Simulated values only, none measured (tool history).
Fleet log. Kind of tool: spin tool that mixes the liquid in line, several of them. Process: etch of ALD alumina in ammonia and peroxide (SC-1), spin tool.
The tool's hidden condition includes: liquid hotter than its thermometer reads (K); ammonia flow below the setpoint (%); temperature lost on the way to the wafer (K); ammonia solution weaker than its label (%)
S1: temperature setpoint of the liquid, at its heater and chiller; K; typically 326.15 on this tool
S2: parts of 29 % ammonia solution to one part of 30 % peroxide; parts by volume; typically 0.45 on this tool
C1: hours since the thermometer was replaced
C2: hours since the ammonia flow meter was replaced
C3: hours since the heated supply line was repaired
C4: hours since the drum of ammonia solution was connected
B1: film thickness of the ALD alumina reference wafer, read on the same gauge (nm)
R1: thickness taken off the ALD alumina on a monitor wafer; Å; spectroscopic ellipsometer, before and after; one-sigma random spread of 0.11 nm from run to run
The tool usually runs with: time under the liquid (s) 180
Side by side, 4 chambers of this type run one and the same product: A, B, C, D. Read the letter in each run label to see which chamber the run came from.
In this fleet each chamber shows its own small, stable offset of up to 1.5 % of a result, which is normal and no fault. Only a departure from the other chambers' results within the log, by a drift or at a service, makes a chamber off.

{"hour": 10.6, "done": "chamber B: new drum of ammonia solution connected"}
{"run": "1C", "hour": 11.1, "S1": 326.15, "S2": 0.45, "time under the liquid (s)": 180, "C1": 494.1, "C2": 769.5, "C3": 3182.0, "C4": 384.3, "B1": 100.0, "R1": 106.08}
{"run": "2A", "hour": 20.4, "S1": 326.15, "S2": 0.45, "time under the liquid (s)": 180, "C1": 1502.3, "C2": 724.2, "C3": 201.2, "C4": 595.5, "B1": 99.997, "R1": 107.7}
{"hour": 27.3, "done": "chamber A: new drum of ammonia solution connected"}
{"run": "3B", "hour": 32.0, "S1": 326.15, "S2": 0.45, "time under the liquid (s)": 180, "C1": 220.2, "C2": 1140.8, "C3": 1071.7, "C4": 21.5, "B1": 100.0, "R1": 106.85}
{"run": "4D", "hour": 38.8, "S1": 326.15, "S2": 0.45, "time under the liquid (s)": 180, "C1": 362.0, "C2": 1927.9, "C3": 1422.9, "C4": 648.6, "B1": 100.0, "R1": 106.92}
{"hour": 44.9, "done": "chamber A: thermometer replaced"}
{"run": "5B", "hour": 50.2, "S1": 326.15, "S2": 0.45, "time under the liquid (s)": 180, "C1": 238.4, "C2": 1159.0, "C3": 1089.9, "C4": 39.7, "B1": 100.0, "R1": 107.3}
{"run": "6A", "hour": 63.1, "S1": 326.15, "S2": 0.45, "time under the liquid (s)": 180, "C1": 18.3, "C2": 766.9, "C3": 243.9, "C4": 35.9, "B1": 99.994, "R1": 109.09}
{"run": "7D", "hour": 72.6, "S1": 326.15, "S2": 0.45, "time under the liquid (s)": 180, "C1": 395.8, "C2": 1961.7, "C3": 1456.7, "C4": 682.4, "B1": 99.992, "R1": 106.27}
{"run": "8C", "hour": 84.0, "S1": 326.15, "S2": 0.45, "time under the liquid (s)": 180, "C1": 567.0, "C2": 842.4, "C3": 3254.9, "C4": 457.2, "B1": 100.0, "R1": 106.64}
{"run": "9A", "hour": 97.0, "S1": 326.15, "S2": 0.45, "time under the liquid (s)": 180, "C1": 52.2, "C2": 800.8, "C3": 277.8, "C4": 69.8, "B1": 100.02, "R1": 109.14}
{"run": "10B", "hour": 106.7, "S1": 326.15, "S2": 0.45, "time under the liquid (s)": 180, "C1": 294.9, "C2": 1215.5, "C3": 1146.4, "C4": 96.2, "B1": 99.997, "R1": 104.43}
{"run": "11C", "hour": 116.7, "S1": 326.15, "S2": 0.45, "time under the liquid (s)": 180, "C1": 599.7, "C2": 875.1, "C3": 3287.6, "C4": 489.9, "B1": 99.994, "R1": 105.41}
{"run": "12D", "hour": 124.0, "S1": 326.15, "S2": 0.45, "time under the liquid (s)": 180, "C1": 447.2, "C2": 2013.1, "C3": 1508.1, "C4": 733.8, "B1": 100.03, "R1": 108.7}
{"run": "13A", "hour": 131.9, "S1": 322.65, "S2": 0.45, "time under the liquid (s)": 235, "C1": 87.1, "C2": 835.7, "C3": 312.7, "C4": 104.7, "B1": 100.0, "R1": 117.56}
{"run": "14C", "hour": 144.2, "S1": 322.65, "S2": 0.45, "time under the liquid (s)": 235, "C1": 627.2, "C2": 902.6, "C3": 3315.1, "C4": 517.4, "B1": 99.991, "R1": 115.6}
{"run": "15B", "hour": 155.2, "S1": 322.65, "S2": 0.45, "time under the liquid (s)": 235, "C1": 343.4, "C2": 1264.0, "C3": 1194.9, "C4": 144.7, "B1": 99.988, "R1": 113.52}
{"hour": 164.2, "done": "chamber B: ammonia flow meter replaced"}
{"run": "16D", "hour": 168.7, "S1": 322.65, "S2": 0.45, "time under the liquid (s)": 235, "C1": 491.9, "C2": 2057.8, "C3": 1552.8, "C4": 778.5, "B1": 99.997, "R1": 118.34}
{"run": "17C", "hour": 181.4, "S1": 326.15, "S2": 0.45, "time under the liquid (s)": 180, "C1": 664.4, "C2": 939.8, "C3": 3352.3, "C4": 554.6, "B1": 100.01, "R1": 107.64}
{"run": "18D", "hour": 190.6, "S1": 326.15, "S2": 0.45, "time under the liquid (s)": 180, "C1": 513.8, "C2": 2079.7, "C3": 1574.7, "C4": 800.4, "B1": 100.0, "R1": 109.07}
{"run": "19A", "hour": 198.0, "S1": 326.15, "S2": 0.45, "time under the liquid (s)": 180, "C1": 153.2, "C2": 901.8, "C3": 378.8, "C4": 170.8, "B1": 99.983, "R1": 108.63}
{"hour": 198.1, "done": "chamber D: new drum of ammonia solution connected"}
{"run": "20B", "hour": 205.5, "S1": 326.15, "S2": 0.45, "time under the liquid (s)": 180, "C1": 393.7, "C2": 41.3, "C3": 1245.2, "C4": 195.0, "B1": 99.996, "R1": 105.89}
{"run": "21C", "hour": 215.1, "S1": 326.15, "S2": 0.4, "time under the liquid (s)": 215, "C1": 698.1, "C2": 973.5, "C3": 3386.0, "C4": 588.3, "B1": 100.01, "R1": 126.1}
{"run": "22D", "hour": 224.9, "S1": 326.15, "S2": 0.4, "time under the liquid (s)": 215, "C1": 548.1, "C2": 2114.0, "C3": 1609.0, "C4": 26.8, "B1": 99.999, "R1": 131.82}
{"run": "23B", "hour": 232.0, "S1": 326.15, "S2": 0.4, "time under the liquid (s)": 215, "C1": 420.2, "C2": 67.8, "C3": 1271.7, "C4": 221.5, "B1": 100.01, "R1": 123.85}
{"run": "24A", "hour": 245.9, "S1": 326.15, "S2": 0.4, "time under the liquid (s)": 215, "C1": 201.1, "C2": 949.7, "C3": 426.7, "C4": 218.7, "B1": 99.992, "R1": 125.95}
{"hour": 247.7, "done": "chamber B: new drum of ammonia solution connected"}
{"run": "25C", "hour": 255.4, "S1": 326.15, "S2": 0.45, "time under the liquid (s)": 180, "C1": 738.4, "C2": 1013.8, "C3": 3426.3, "C4": 628.6, "B1": 100.01, "R1": 107.47}
{"run": "26B", "hour": 265.1, "S1": 326.15, "S2": 0.45, "time under the liquid (s)": 180, "C1": 453.3, "C2": 100.9, "C3": 1304.8, "C4": 17.5, "B1": 100.0, "R1": 108.51}
{"hour": 270.4, "done": "chamber C: heated supply line repaired"}
{"run": "27D", "hour": 276.5, "S1": 326.15, "S2": 0.45, "time under the liquid (s)": 180, "C1": 599.7, "C2": 2165.6, "C3": 1660.6, "C4": 78.4, "B1": 99.985, "R1": 113.48}
{"run": "28A", "hour": 287.3, "S1": 326.15, "S2": 0.65, "time under the liquid (s)": 115, "C1": 242.5, "C2": 991.1, "C3": 468.1, "C4": 260.1, "B1": 100.01, "R1": 70.911}
{"run": "29C", "hour": 296.3, "S1": 326.15, "S2": 0.65, "time under the liquid (s)": 115, "C1": 779.3, "C2": 1054.7, "C3": 26.0, "C4": 669.5, "B1": 99.985, "R1": 72.38}
{"run": "30B", "hour": 306.5, "S1": 326.15, "S2": 0.65, "time under the liquid (s)": 115, "C1": 494.7, "C2": 142.3, "C3": 1346.2, "C4": 58.9, "B1": 99.993, "R1": 70.822}
{"run": "31D", "hour": 314.7, "S1": 326.15, "S2": 0.65, "time under the liquid (s)": 115, "C1": 637.9, "C2": 2203.8, "C3": 1698.8, "C4": 116.6, "B1": 99.985, "R1": 75.678}
{"run": "32A", "hour": 323.3, "S1": 326.15, "S2": 0.45, "time under the liquid (s)": 180, "C1": 278.5, "C2": 1027.1, "C3": 504.1, "C4": 296.1, "B1": 99.997, "R1": 107.76}
{"run": "33B", "hour": 332.3, "S1": 326.15, "S2": 0.45, "time under the liquid (s)": 180, "C1": 520.5, "C2": 168.1, "C3": 1372.0, "C4": 84.7, "B1": 99.997, "R1": 106.17}
{"run": "34A", "hour": 341.3, "S1": 326.15, "S2": 0.45, "time under the liquid (s)": 180, "C1": 296.5, "C2": 1045.1, "C3": 522.1, "C4": 314.1, "B1": 100.0, "R1": 107.5}
{"run": "35D", "hour": 348.6, "S1": 326.15, "S2": 0.45, "time under the liquid (s)": 180, "C1": 671.8, "C2": 2237.7, "C3": 1732.7, "C4": 150.5, "B1": 100.01, "R1": 118.21}
{"run": "36C", "hour": 357.5, "S1": 326.15, "S2": 0.45, "time under the liquid (s)": 180, "C1": 840.5, "C2": 1115.9, "C3": 87.2, "C4": 730.7, "B1": 100.01, "R1": 107.88}
{"run": "37B", "hour": 367.8, "S1": 326.15, "S2": 0.45, "time under the liquid (s)": 180, "C1": 556.0, "C2": 203.6, "C3": 1407.5, "C4": 120.2, "B1": 99.992, "R1": 107.11}
{"run": "38A", "hour": 379.9, "S1": 326.15, "S2": 0.45, "time under the liquid (s)": 180, "C1": 335.1, "C2": 1083.7, "C3": 560.7, "C4": 352.7, "B1": 99.999, "R1": 105.03}
{"run": "39D", "hour": 388.8, "S1": 321.65, "S2": 0.6, "time under the liquid (s)": 180, "C1": 712.0, "C2": 2277.9, "C3": 1772.9, "C4": 190.7, "B1": 99.995, "R1": 95.637}
{"run": "40C", "hour": 402.1, "S1": 321.65, "S2": 0.6, "time under the liquid (s)": 180, "C1": 885.1, "C2": 1160.5, "C3": 131.8, "C4": 775.3, "B1": 100.0, "R1": 87.675}
{"run": "41C", "hour": 409.0, "S1": 321.65, "S2": 0.6, "time under the liquid (s)": 180, "C1": 892.0, "C2": 1167.4, "C3": 138.7, "C4": 782.2, "B1": 99.992, "R1": 86.449}

Is one chamber out of step, is the gauge drifting, or do the chambers differ by no more than their own small offsets? For an off chamber, give its letter and the likeliest cause.

Chamber D drifts away from the others.
What lies behind it: liquid hotter than its thermometer reads (K) = 2.12.

Chamber D could run next with any of the 4 candidate recipes listed below; each alters the usual settings, and their results appear as question marks. Which one brings its results back in line with what the other chambers deliver on the usual settings?
Counts as in line when no further than this from what the other chambers average on the usual settings: R1 3.700 Å
{"run": "42D-1", "hour": 419.7, "S1": 325.15, "S2": 0.45, "time under the liquid (s)": 170, "R1": "?"}
{"run": "42D-2", "hour": 419.7, "S1": 326.15, "S2": 0.45, "time under the liquid (s)": 150, "R1": "?"}
{"run": "42D-3", "hour": 419.7, "S1": 327.65, "S2": 0.45, "time under the liquid (s)": 200, "R1": "?"}
{"run": "42D-4", "hour": 419.7, "S1": 328.15, "S2": 0.45, "time under the liquid (s)": 180, "R1": "?"}

Mean of the other chambers on the usual settings: R1 106.900 Å
run=42D-1 R1=107.140
run=42D-2 R1=99.655
run=42D-3 R1=143.670
run=42D-4 R1=132.670
With 42D-1, the chamber falls back in line with the rest.
